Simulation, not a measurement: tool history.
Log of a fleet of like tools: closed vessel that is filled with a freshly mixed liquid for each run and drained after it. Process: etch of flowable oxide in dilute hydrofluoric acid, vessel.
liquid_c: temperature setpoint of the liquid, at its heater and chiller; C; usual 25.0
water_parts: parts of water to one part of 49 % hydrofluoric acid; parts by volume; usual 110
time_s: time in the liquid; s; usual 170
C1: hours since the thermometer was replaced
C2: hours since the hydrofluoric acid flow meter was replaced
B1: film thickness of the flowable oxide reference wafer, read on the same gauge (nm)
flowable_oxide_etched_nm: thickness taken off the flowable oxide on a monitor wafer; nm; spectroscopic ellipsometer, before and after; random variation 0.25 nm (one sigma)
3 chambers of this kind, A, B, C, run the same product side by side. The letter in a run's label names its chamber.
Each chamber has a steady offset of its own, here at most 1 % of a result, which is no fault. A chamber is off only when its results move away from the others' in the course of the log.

run 1C hour=8.2 | liquid_c=25.0 water_parts=110 time_s=170 | C1=501.7 C2=423.1 | B1=140.02 | flowable_oxide_etched_nm=44.890
run 2A hour=18.0 | liquid_c=25.0 water_parts=110 time_s=170 | C1=784.9 C2=1456.2 | B1=140.03 | flowable_oxide_etched_nm=44.252
run 3B hour=23.1 | liquid_c=25.0 water_parts=110 time_s=170 | C1=180.6 C2=224.0 | B1=139.98 | flowable_oxide_etched_nm=44.159
run 4A hour=31.2 | liquid_c=25.0 water_parts=110 time_s=170 | C1=798.1 C2=1469.4 | B1=139.98 | flowable_oxide_etched_nm=44.456
run 5C hour=35.9 | liquid_c=25.0 water_parts=110 time_s=170 | C1=529.4 C2=450.8 | B1=139.99 | flowable_oxide_etched_nm=44.931
run 6B hour=43.1 | liquid_c=25.0 water_parts=110 time_s=170 | C1=200.6 C2=244.0 | B1=139.97 | flowable_oxide_etched_nm=44.072
-- hour=43.2 chamber C: hydrofluoric acid flow meter replaced
run 7A hour=51.9 | liquid_c=25.0 water_parts=110 time_s=170 | C1=818.8 C2=1490.1 | B1=139.99 | flowable_oxide_etched_nm=44.646
run 8B hour=61.7 | liquid_c=25.0 water_parts=110 time_s=170 | C1=219.2 C2=262.6 | B1=139.97 | flowable_oxide_etched_nm=43.622
run 9C hour=71.7 | liquid_c=25.0 water_parts=110 time_s=170 | C1=565.2 C2=28.5 | B1=139.98 | flowable_oxide_etched_nm=45.010
run 10A hour=79.9 | liquid_c=25.0 water_parts=110 time_s=85 | C1=846.8 C2=1518.1 | B1=140.01 | flowable_oxide_etched_nm=22.254
run 11B hour=84.8 | liquid_c=25.0 water_parts=110 time_s=85 | C1=242.3 C2=285.7 | B1=140.06 | flowable_oxide_etched_nm=22.051
run 12C hour=92.4 | liquid_c=25.0 water_parts=110 time_s=85 | C1=585.9 C2=49.2 | B1=140.02 | flowable_oxide_etched_nm=22.543
run 13C hour=97.4 | liquid_c=25.0 water_parts=110 time_s=170 | C1=590.9 C2=54.2 | B1=139.98 | flowable_oxide_etched_nm=44.943
run 14A hour=104.0 | liquid_c=25.0 water_parts=110 time_s=170 | C1=870.9 C2=1542.2 | B1=140.02 | flowable_oxide_etched_nm=45.115
run 15B hour=112.0 | liquid_c=25.0 water_parts=110 time_s=170 | C1=269.5 C2=312.9 | B1=140.03 | flowable_oxide_etched_nm=43.476
run 16A hour=122.7 | liquid_c=25.0 water_parts=110 time_s=170 | C1=889.6 C2=1560.9 | B1=139.98 | flowable_oxide_etched_nm=44.555
run 17B hour=130.3 | liquid_c=25.0 water_parts=110 time_s=170 | C1=287.8 C2=331.2 | B1=139.99 | flowable_oxide_etched_nm=43.359
run 18C hour=140.6 | liquid_c=20.5 water_parts=110 time_s=170 | C1=634.1 C2=97.4 | B1=140.03 | flowable_oxide_etched_nm=37.340
run 19C hour=149.0 | liquid_c=20.5 water_parts=110 time_s=170 | C1=642.5 C2=105.8 | B1=140.02 | flowable_oxide_etched_nm=37.162
run 20B hour=156.8 | liquid_c=20.5 water_parts=110 time_s=170 | C1=314.3 C2=357.7 | B1=140.02 | flowable_oxide_etched_nm=36.061
run 21A hour=163.0 | liquid_c=25.0 water_parts=110 time_s=170 | C1=929.9 C2=1601.2 | B1=139.99 | flowable_oxide_etched_nm=44.573
run 22C hour=168.2 | liquid_c=25.0 water_parts=110 time_s=170 | C1=661.7 C2=125.0 | B1=140.02 | flowable_oxide_etched_nm=44.816
run 23B hour=176.8 | liquid_c=25.0 water_parts=110 time_s=170 | C1=334.3 C2=377.7 | B1=140.02 | flowable_oxide_etched_nm=42.858
run 24A hour=185.7 | liquid_c=25.0 water_parts=110 time_s=170 | C1=952.6 C2=1623.9 | B1=140.01 | flowable_oxide_etched_nm=44.846
run 25B hour=194.4 | liquid_c=25.0 water_parts=110 time_s=170 | C1=351.9 C2=395.3 | B1=140.00 | flowable_oxide_etched_nm=42.663
run 26A hour=203.1 | liquid_c=25.0 water_parts=110 time_s=170 | C1=970.0 C2=1641.3 | B1=140.01 | flowable_oxide_etched_nm=45.445
run 27C hour=209.2 | liquid_c=25.0 water_parts=110 time_s=170 | C1=702.7 C2=166.0 | B1=140.01 | flowable_oxide_etched_nm=44.452
run 28C hour=214.0 | liquid_c=27.5 water_parts=110 time_s=170 | C1=707.5 C2=170.8 | B1=139.95 | flowable_oxide_etched_nm=49.812

Is one chamber off against the others, does the gauge drift, or is nothing wrong? If a chamber is off, say which, and what the likeliest cause is.

Chamber B drifts away from the others.
Cause: hydrofluoric acid flow below the setpoint (%) = 3.91.
The log may not tell that from: liquid colder than its thermometer reads (K).

Here are 4 candidates for chamber B's next run, each the usual settings with a change, their results left as question marks. Which one brings its results back in line with what the others give on the usual settings?
In line means no further than this from the other chambers' mean on the usual settings: flowable_oxide_etched_nm 0.890 nm
run 29B-1 hour=221.8 | liquid_c=25.0 water_parts=110 time_s=180 | flowable_oxide_etched_nm=?
run 29B-2 hour=221.8 | liquid_c=25.0 water_parts=110 time_s=155 | flowable_oxide_etched_nm=?
run 29B-3 hour=221.8 | liquid_c=23.5 water_parts=110 time_s=170 | flowable_oxide_etched_nm=?
run 29B-4 hour=221.8 | liquid_c=25.0 water_parts=110 time_s=185 | flowable_oxide_etched_nm=?

The other chambers' mean on the usual settings: flowable_oxide_etched_nm 44.713 nm
run=29B-1 flowable_oxide_etched_nm=44.965
run=29B-2 flowable_oxide_etched_nm=38.720
run=29B-3 flowable_oxide_etched_nm=40.079
run=29B-4 flowable_oxide_etched_nm=46.214
29B-1 brings the chamber back in line.
